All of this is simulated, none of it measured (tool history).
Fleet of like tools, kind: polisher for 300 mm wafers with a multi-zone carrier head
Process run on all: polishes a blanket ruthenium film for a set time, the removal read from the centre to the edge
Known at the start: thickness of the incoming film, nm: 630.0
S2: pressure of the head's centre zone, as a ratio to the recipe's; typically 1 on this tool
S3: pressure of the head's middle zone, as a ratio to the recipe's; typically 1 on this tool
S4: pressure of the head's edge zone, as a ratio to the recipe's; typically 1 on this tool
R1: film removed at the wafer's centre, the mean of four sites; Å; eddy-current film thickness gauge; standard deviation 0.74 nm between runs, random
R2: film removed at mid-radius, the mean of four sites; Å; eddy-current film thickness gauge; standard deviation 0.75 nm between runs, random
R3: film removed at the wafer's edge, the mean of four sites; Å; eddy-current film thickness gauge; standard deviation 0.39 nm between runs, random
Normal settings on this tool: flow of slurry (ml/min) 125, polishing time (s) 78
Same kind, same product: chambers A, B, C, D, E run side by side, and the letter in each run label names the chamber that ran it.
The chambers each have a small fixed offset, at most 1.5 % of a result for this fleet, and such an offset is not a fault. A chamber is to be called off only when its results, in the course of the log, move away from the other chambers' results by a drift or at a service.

Run 1B, day 0.429: usual settings. Result: R1 648.1 Å, R2 655.92 Å, R3 643.46 Å.
At day 0.55: chamber B: slurry nozzle cleaned.
At day 0.658: chamber D: worn pad replaced by a new one.
Run 2E, day 0.954: usual settings. Result: R1 653.69 Å, R2 650.18 Å, R3 656.43 Å.
Run 3A, day 1.379: usual settings. Result: R1 639.53 Å, R2 652.04 Å, R3 648.18 Å.
At day 1.804: chamber E: worn pad replaced by a new one.
At day 1.904: chamber C: worn pad replaced by a new one.
Run 4C, day 2.021: usual settings. Result: R1 660.74 Å, R2 651.31 Å, R3 653.75 Å.
At day 2.183: chamber D: centre zone pressure recalibrated.
Run 5D, day 2.358: usual settings. Result: R1 637.99 Å, R2 654.46 Å, R3 642.66 Å.
Run 6D, day 2.733: usual settings. Result: R1 645.5 Å, R2 649.77 Å, R3 640.92 Å.
At day 2.962: chamber A: worn pad replaced by a new one.
Run 7B, day 3.15: usual settings. Result: R1 654.31 Å, R2 648.14 Å, R3 639.66 Å.
Run 8A, day 3.538: usual settings. Result: R1 654.31 Å, R2 646.14 Å, R3 652.82 Å.
At day 3.629: chamber D: worn pad replaced by a new one.
At day 3.771: chamber B: worn pad replaced by a new one.
Run 9C, day 4.158: usual settings. Result: R1 636.97 Å, R2 646.54 Å, R3 643.47 Å.
Run 10E, day 4.767: usual settings. Result: R1 644.13 Å, R2 639.07 Å, R3 650.9 Å.
Run 11C, day 5.054: usual settings. Result: R1 645.66 Å, R2 660.25 Å, R3 642.82 Å.
At day 5.1: chamber E: worn pad replaced by a new one.
Run 12B, day 5.642: usual settings. Result: R1 657.9 Å, R2 652.18 Å, R3 643.11 Å.
Run 13A, day 6.138: usual settings. Result: R1 650.98 Å, R2 661.57 Å, R3 648.53 Å.
At day 6.354: chamber D: worn pad replaced by a new one.
At day 6.562: chamber A: worn pad replaced by a new one.
Run 14D, day 6.629: usual settings. Result: R1 657.29 Å, R2 654.29 Å, R3 641.98 Å.
At day 6.696: chamber C: worn pad replaced by a new one.
Run 15E, day 6.929: usual settings. Result: R1 647.31 Å, R2 638.93 Å, R3 639.66 Å.
Run 16C, day 7.567: usual settings but S4 1.09, polishing time (s) 70. Result: R1 574.47 Å, R2 587.89 Å, R3 606.62 Å.
At day 7.742: chamber B: worn pad replaced by a new one.
At day 8.142: chamber E: worn pad replaced by a new one.
Run 17D, day 8.2: usual settings but S4 1.09, polishing time (s) 70. Result: R1 577.54 Å, R2 576.91 Å, R3 601.08 Å.
At day 8.312: chamber E: edge zone pressure recalibrated.
At day 8.617: chamber B: edge zone pressure recalibrated.
Run 18A, day 8.779: usual settings but S4 1.09, polishing time (s) 70. Result: R1 580.52 Å, R2 579.11 Å, R3 604.04 Å.
At day 8.788: chamber D: slurry nozzle cleaned.
Run 19B, day 9.183: usual settings but S4 1.09, polishing time (s) 70. Result: R1 594.01 Å, R2 574.07 Å, R3 606.29 Å.
Run 20E, day 9.496: usual settings but S4 1.09, polishing time (s) 70. Result: R1 585.16 Å, R2 584.34 Å, R3 606.89 Å.
At day 9.612: chamber C: centre zone pressure recalibrated.
At day 9.892: chamber D: worn pad replaced by a new one.
Run 21D, day 9.912: usual settings. Result: R1 640.69 Å, R2 656.86 Å, R3 651.51 Å.
Run 22A, day 10.267: usual settings. Result: R1 647.71 Å, R2 643.58 Å, R3 655.59 Å.
At day 10.483: chamber A: worn pad replaced by a new one.
Run 23E, day 10.721: usual settings. Result: R1 634.71 Å, R2 637.61 Å, R3 643.47 Å.
At day 11.017: chamber B: worn pad replaced by a new one.
At day 11.142: chamber C: worn pad replaced by a new one.
Run 24B, day 11.296: usual settings. Result: R1 644.54 Å, R2 658.41 Å, R3 648 Å.
At day 11.446: chamber E: worn pad replaced by a new one.
Run 25C, day 11.608: usual settings. Result: R1 692.91 Å, R2 644.2 Å, R3 648.78 Å.
Run 26A, day 12.242: usual settings. Result: R1 645.8 Å, R2 649.18 Å, R3 654.44 Å.
At day 12.258: chamber B: centre zone pressure recalibrated.
At day 12.654: chamber D: worn pad replaced by a new one.
Run 27D, day 12.838: usual settings. Result: R1 656.85 Å, R2 638.07 Å, R3 648.86 Å.
Run 28C, day 13.188: usual settings but flow of slurry (ml/min) 90. Result: R1 637.48 Å, R2 591.19 Å, R3 606.27 Å.
Run 29B, day 13.771: usual settings but flow of slurry (ml/min) 90. Result: R1 595.27 Å, R2 589.86 Å, R3 606.81 Å.
Run 30E, day 14.242: usual settings but flow of slurry (ml/min) 90. Result: R1 579.37 Å, R2 595.41 Å, R3 605.15 Å.
Run 31C, day 14.675: usual settings but flow of slurry (ml/min) 90. Result: R1 645 Å, R2 602.23 Å, R3 603.43 Å.
At day 14.717: chamber A: worn pad replaced by a new one.
At day 14.9: chamber B: worn pad replaced by a new one.
Run 32B, day 15.312: usual settings but flow of slurry (ml/min) 90. Result: R1 593.78 Å, R2 602.76 Å, R3 611.07 Å.
Run 33A, day 15.817: usual settings. Result: R1 655.38 Å, R2 646.98 Å, R3 645.06 Å.

All 5 chambers run these settings next. Forecast each chamber's results:
Run 34A, day 16.288: usual settings but S2 1.11. Result: R1 ?, R2 ?, R3 ?.
Run 34B, day 16.288: usual settings but S2 1.11. Result: R1 ?, R2 ?, R3 ?.
Run 34C, day 16.288: usual settings but S2 1.11. Result: R1 ?, R2 ?, R3 ?.
Run 34D, day 16.288: usual settings but S2 1.11. Result: R1 ?, R2 ?, R3 ?.
Run 34E, day 16.288: usual settings but S2 1.11. Result: R1 ?, R2 ?, R3 ?.

run      R1      R2      R3
34A  741.04  635.06  639.91
34B  727.57  633.09  646.46
34C  782.49  647.31  645.16
34D  730.78  649.76  632.67
34E  727.06  637.47  644.61
